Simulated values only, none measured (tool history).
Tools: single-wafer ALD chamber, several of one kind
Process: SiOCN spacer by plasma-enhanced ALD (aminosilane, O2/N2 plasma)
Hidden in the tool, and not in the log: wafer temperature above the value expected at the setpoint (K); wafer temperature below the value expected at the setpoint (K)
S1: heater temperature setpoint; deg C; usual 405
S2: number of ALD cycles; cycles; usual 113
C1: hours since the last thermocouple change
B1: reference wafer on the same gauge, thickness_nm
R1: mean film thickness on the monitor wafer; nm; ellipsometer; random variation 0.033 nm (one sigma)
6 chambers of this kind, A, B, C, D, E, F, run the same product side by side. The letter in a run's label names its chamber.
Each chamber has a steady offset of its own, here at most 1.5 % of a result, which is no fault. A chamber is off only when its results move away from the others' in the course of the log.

run    day   S1   S2      C1      B1      R1
 1B  0.279  405  113   423.2  7.8272  6.6977
 2C  0.567  405  113  2061.2  7.8356  6.8233
 3D  0.775  405  113  1551.8   7.836  6.8303
 4A  0.975  405  113   399.7  7.8334   6.678
 5E  1.212  405  113  2404.9  7.8253  6.6974
 6F   1.35  405  104   888.5  7.8296  6.2241
 7C  1.475  405  104    2083  7.8279  6.2387
 8D  1.612  405  104  1571.9  7.8226  6.2782
 9E  1.796  405  104  2418.9  7.8332  6.1437
10F  2.017  405  104   904.5  7.8307  6.2445
11B  2.267  405  104   470.9  7.8215  6.1848
12A  2.467  405  113   435.5   7.815  6.6802
13F  2.675  405  113   920.3  7.8349  6.7982
14C  2.912  419  104  2117.5   7.829  5.9916
15B  3.121  419  104   491.4  7.8265  5.9021
16D  3.258  419  104  1611.4  7.8325  6.0485
17E  3.388  419  104  2457.1  7.8309  5.8764
18A  3.546  419  104   461.4  7.8314  5.8385
19F  3.792  419  104   947.1   7.839  5.9499
20E  4.054  405  113  2473.1  7.8282  6.6641
21B  4.254  405  113   518.6  7.8414  6.7373
22D  4.475  405  113  1640.6  7.8347  6.8148
23A  4.717  405  113   489.5    7.83  6.6792
24C   4.85  405  113    2164  7.8268  6.7866
     5.008  -- chamber E: thermocouple changed; heater temperature recalibrated
25E  5.104  405  113     2.3  7.8229  6.6982
26C  5.362  405  113  2176.3  7.8298  6.7865
27B  5.579  405  113   550.4  7.8304  6.6701
28F  5.771  405  134   994.6  7.8161  8.0019
29A  6.012  405  134   520.6  7.8269  7.8783
30D   6.25  405  134  1683.2  7.8242  8.1139
31D  6.383  405  134  1686.4  7.8306  8.0272
32E  6.662  405  134    39.7  7.8338  7.9095
33C  6.804  405  134  2210.9  7.8344  8.0172
34A  7.075  405  113   546.1  7.8234  6.6491
35F  7.321  405  113  1031.8  7.8299  6.6998
36B  7.454  405  113   595.4  7.8394  6.6548
37E  7.717  405  113      65   7.826  6.7035
38F  7.979  405  113  1047.6  7.8312  6.7677

Is one chamber off against the others, does the gauge drift, or is nothing wrong? If a chamber is off, say which, and what the likeliest cause is.

No chamber stands off beyond its own small offset, and the gauge holds steady.

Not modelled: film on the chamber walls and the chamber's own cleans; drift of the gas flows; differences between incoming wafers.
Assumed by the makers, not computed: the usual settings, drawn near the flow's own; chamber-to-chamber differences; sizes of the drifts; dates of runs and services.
